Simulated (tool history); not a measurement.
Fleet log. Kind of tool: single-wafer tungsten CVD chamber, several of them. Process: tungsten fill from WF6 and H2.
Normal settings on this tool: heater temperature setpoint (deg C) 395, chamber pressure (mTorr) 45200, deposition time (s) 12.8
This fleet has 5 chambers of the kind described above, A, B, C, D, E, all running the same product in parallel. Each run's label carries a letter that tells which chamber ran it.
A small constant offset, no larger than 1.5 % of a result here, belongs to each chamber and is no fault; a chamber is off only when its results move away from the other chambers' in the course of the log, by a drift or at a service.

| run | day | heater temperature setpoint (deg C) | chamber pressure (mTorr) | deposition time (s) | hours since the last thermocouple change | hours since the last manometer calibration | read-back reference wafer on the same gauge, thickness_nm | mean film thickness on the monitor wafer (angstrom) |
|---|---|---|---|---|---|---|---|---|
| 1B | 0.492 | 395 | 45200 | 12.8 | 752.3 | 1223.8 | 43.314 | 408.82 |
| 2E | 1.021 | 395 | 45200 | 12.8 | 565.8 | 28.7 | 43.324 | 405 |
| 3C | 1.267 | 395 | 45200 | 12.8 | 622.3 | 547.5 | 43.315 | 411.02 |
| 4A | 1.608 | 395 | 45200 | 12.8 | 218 | 655.8 | 43.324 | 412.18 |
| 5D | 1.954 | 395 | 45200 | 12.8 | 272 | 956.9 | 43.319 | 407.23 |
| 6E | 2.358 | 395 | 45200 | 12.8 | 597.9 | 60.8 | 43.333 | 404.06 |
| 7C | 2.629 | 395 | 45200 | 12.8 | 655 | 580.2 | 43.332 | 410.8 |
| 8D | 3.167 | 395 | 45200 | 12.8 | 301.1 | 986 | 43.352 | 408.12 |
| 9A | 3.521 | 395 | 45200 | 12.8 | 263.9 | 701.7 | 43.362 | 412.46 |
| 10B | 3.788 | 395 | 45200 | 12.8 | 831.4 | 1302.9 | 43.353 | 410.28 |
| 11C | 4.179 | 395 | 45200 | 12.8 | 692.2 | 617.4 | 43.347 | 410.93 |
| 12E | 4.458 | 395 | 45200 | 12.8 | 648.3 | 111.2 | 43.361 | 404.11 |
| 13A | 4.838 | 395 | 45200 | 12.8 | 295.5 | 733.3 | 43.363 | 412.27 |
| 14B | 5.204 | 395 | 45200 | 12.8 | 865.4 | 1336.9 | 43.359 | 410.19 |
| 15D | 5.583 | 395 | 45200 | 12.8 | 359.1 | 1044 | 43.389 | 407.93 |
| 16B | 5.825 | 395 | 45200 | 12.8 | 880.3 | 1351.8 | 43.382 | 411.27 |
| 17C | 6.229 | 395 | 45200 | 12.8 | 741.4 | 666.6 | 43.39 | 411.08 |
| 18A | 6.7 | 395 | 45200 | 12.8 | 340.2 | 778 | 43.401 | 411.97 |
| 19D | 6.988 | 395 | 45200 | 12.8 | 392.8 | 1077.7 | 43.401 | 408.03 |
| 20E | 7.438 | 395 | 45200 | 12.8 | 719.8 | 182.7 | 43.404 | 406.01 |
| 21B | 7.971 | 395 | 45200 | 12.8 | 931.8 | 1403.3 | 43.425 | 410.7 |
| 22E | 8.246 | 395 | 45200 | 12.8 | 739.2 | 202.1 | 43.414 | 405.82 |
| 23C | 8.633 | 395 | 45200 | 12.8 | 799.1 | 724.3 | 43.422 | 411.06 |
| 24A | 9.129 | 395 | 45200 | 12.8 | 398.5 | 836.3 | 43.433 | 412.82 |
| 25D | 9.458 | 395 | 45200 | 12.8 | 452.1 | 1137 | 43.435 | 408.04 |
| 26A | 9.838 | 395 | 45200 | 12.8 | 415.5 | 853.3 | 43.435 | 413.48 |
| 27C | 10.358 | 395 | 45200 | 12.8 | 840.5 | 765.7 | 43.435 | 411.4 |
| 28B | 10.612 | 395 | 45200 | 12.8 | 995.2 | 1466.7 | 43.444 | 411.98 |
| 29E | 10.892 | 395 | 45200 | 12.8 | 802.7 | 265.6 | 43.447 | 405.83 |
| 30D | 11.342 | 395 | 45200 | 12.8 | 497.3 | 1182.2 | 43.449 | 409.3 |
| 31E | 11.696 | 395 | 45200 | 12.8 | 822 | 284.9 | 43.466 | 406.32 |
| 32C | 12.112 | 401 | 38500 | 12.8 | 882.6 | 807.8 | 43.462 | 428.15 |
| 33D | 12.617 | 401 | 38500 | 12.8 | 527.9 | 1212.8 | 43.48 | 424.62 |
|  | 12.838 | chamber B: capacitance manometer re-zeroed and calibrated |
| 34A | 13.108 | 401 | 38500 | 12.8 | 494 | 931.8 | 43.495 | 429.71 |
|  | 13.45 | chamber A: capacitance manometer re-zeroed and calibrated |
| 35B | 13.471 | 401 | 38500 | 12.8 | 1063.8 | 15.3 | 43.476 | 426.81 |
| 36D | 13.758 | 401 | 38500 | 12.8 | 555.3 | 1240.2 | 43.483 | 423.91 |
| 37E | 14.25 | 395 | 45200 | 12.8 | 883.3 | 346.2 | 43.491 | 406.18 |
| 38A | 14.704 | 395 | 45200 | 12.8 | 532.3 | 30.1 | 43.507 | 413.65 |
| 39B | 15.233 | 407 | 45200 | 12.8 | 1106.1 | 57.6 | 43.522 | 511.63 |
| 40C | 15.754 | 407 | 45200 | 12.8 | 970 | 895.2 | 43.519 | 513.51 |
| 41A | 16.204 | 407 | 45200 | 12.8 | 568.3 | 66.1 | 43.524 | 515.12 |
| 42C | 16.458 | 407 | 45200 | 12.8 | 986.9 | 912.1 | 43.522 | 513.95 |

Is one chamber out of step, is the gauge drifting, or do the chambers differ by no more than their own small offsets? For an off chamber, give its letter and the likeliest cause.

No chamber is off; the gauge reading every chamber's wafers drifts, which makes the whole fleet appear to move together.
Cause: gauge reads high (%) = 0.54.
